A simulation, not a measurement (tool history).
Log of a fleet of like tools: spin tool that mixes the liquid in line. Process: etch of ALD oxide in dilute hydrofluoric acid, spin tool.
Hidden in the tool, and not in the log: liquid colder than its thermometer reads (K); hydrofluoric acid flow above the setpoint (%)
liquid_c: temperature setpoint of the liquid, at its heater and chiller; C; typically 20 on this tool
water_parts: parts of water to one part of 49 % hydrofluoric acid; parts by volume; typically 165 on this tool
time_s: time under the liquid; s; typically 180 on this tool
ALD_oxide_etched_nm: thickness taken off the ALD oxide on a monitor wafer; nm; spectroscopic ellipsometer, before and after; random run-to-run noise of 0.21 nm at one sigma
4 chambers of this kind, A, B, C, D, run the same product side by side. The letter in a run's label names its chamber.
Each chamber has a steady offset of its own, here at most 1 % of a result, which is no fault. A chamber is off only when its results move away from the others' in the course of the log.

| run | hour | liquid_c | water_parts | time_s | hours since the thermometer was replaced | hours since the hydrofluoric acid flow meter was replaced | read-back film thickness of the ALD oxide reference wafer, read on the same gauge (nm) | ALD_oxide_etched_nm |
|---|---|---|---|---|---|---|---|---|
| 1D | 10.1 | 20 | 165 | 180 | 1335.2 | 1886.4 | 140.02 | 22.621 |
| 2B | 15.9 | 20 | 165 | 180 | 1288.7 | 207.6 | 140 | 22.259 |
| 3C | 27 | 20 | 165 | 180 | 827 | 1369.6 | 140 | 22.223 |
| 4A | 35.8 | 20 | 165 | 180 | 42.1 | 258.3 | 140.01 | 22.239 |
| 5B | 47.9 | 20 | 165 | 180 | 1320.7 | 239.6 | 139.99 | 22.078 |
| 6D | 59.7 | 20 | 165 | 180 | 1384.8 | 1936 | 140 | 22.436 |
| 7C | 67.4 | 20 | 165 | 180 | 867.4 | 1410 | 140.01 | 22.225 |
| 8A | 74.6 | 20 | 165 | 180 | 80.9 | 297.1 | 139.99 | 22.055 |
| 9B | 83 | 20 | 165 | 180 | 1355.8 | 274.7 | 140.02 | 22.434 |
| 10A | 89.7 | 20 | 165 | 180 | 96 | 312.2 | 140 | 22.59 |
| 11D | 101.7 | 18 | 165 | 90 | 1426.8 | 1978 | 140 | 10.395 |
| 12C | 107.4 | 18 | 165 | 90 | 907.4 | 1450 | 140 | 10.466 |
| 13B | 113.5 | 18 | 165 | 90 | 1386.3 | 305.2 | 140.01 | 10.178 |
| 14C | 123.5 | 18 | 165 | 90 | 923.5 | 1466.1 | 140.01 | 10.277 |
| 15D | 130.8 | 20 | 165 | 180 | 1455.9 | 2007.1 | 139.98 | 22.537 |
| 16A | 141 | 20 | 165 | 180 | 147.3 | 363.5 | 139.99 | 22.459 |
| 17D | 148.3 | 22.5 | 165 | 255 | 1473.4 | 2024.6 | 140.02 | 34.68 |
| 18B | 157.4 | 22.5 | 165 | 255 | 1430.2 | 349.1 | 139.99 | 34.902 |
| 19C | 163.1 | 22.5 | 165 | 255 | 963.1 | 1505.7 | 139.99 | 34.925 |
| 20A | 171.2 | 22.5 | 165 | 255 | 177.5 | 393.7 | 139.98 | 35.74 |
| 21B | 182.3 | 20 | 165 | 180 | 1455.1 | 374 | 140 | 22.1 |
| 22D | 192.9 | 20 | 165 | 180 | 1518 | 2069.2 | 139.98 | 22.749 |
| 23C | 203.1 | 20 | 105 | 180 | 1003.1 | 1545.7 | 140.01 | 36.842 |
| 24A | 215.2 | 20 | 105 | 180 | 221.5 | 437.7 | 139.98 | 38.412 |
| 25D | 224.9 | 20 | 105 | 180 | 1550 | 2101.2 | 140 | 38.204 |
| 26A | 235.7 | 20 | 105 | 180 | 242 | 458.2 | 140 | 39.705 |
| 27C | 244.5 | 20 | 165 | 180 | 1044.5 | 1587.1 | 139.99 | 22.338 |
| 28B | 256.2 | 20 | 165 | 180 | 1529 | 447.9 | 140.01 | 22.348 |
| 29C | 265.4 | 20 | 165 | 180 | 1065.4 | 1608 | 140.01 | 22.689 |

All 4 chambers run these settings next. Forecast each chamber's results:
| 30A | 274.4 | 20 | 165 | 180 |  |  |  | ? |
| 30B | 274.4 | 20 | 165 | 180 |  |  |  | ? |
| 30C | 274.4 | 20 | 165 | 180 |  |  |  | ? |
| 30D | 274.4 | 20 | 165 | 180 |  |  |  | ? |

| run | ALD_oxide_etched_nm |
|---|---|
| 30A | 24.02 |
| 30B | 22.261 |
| 30C | 22.055 |
| 30D | 22.856 |

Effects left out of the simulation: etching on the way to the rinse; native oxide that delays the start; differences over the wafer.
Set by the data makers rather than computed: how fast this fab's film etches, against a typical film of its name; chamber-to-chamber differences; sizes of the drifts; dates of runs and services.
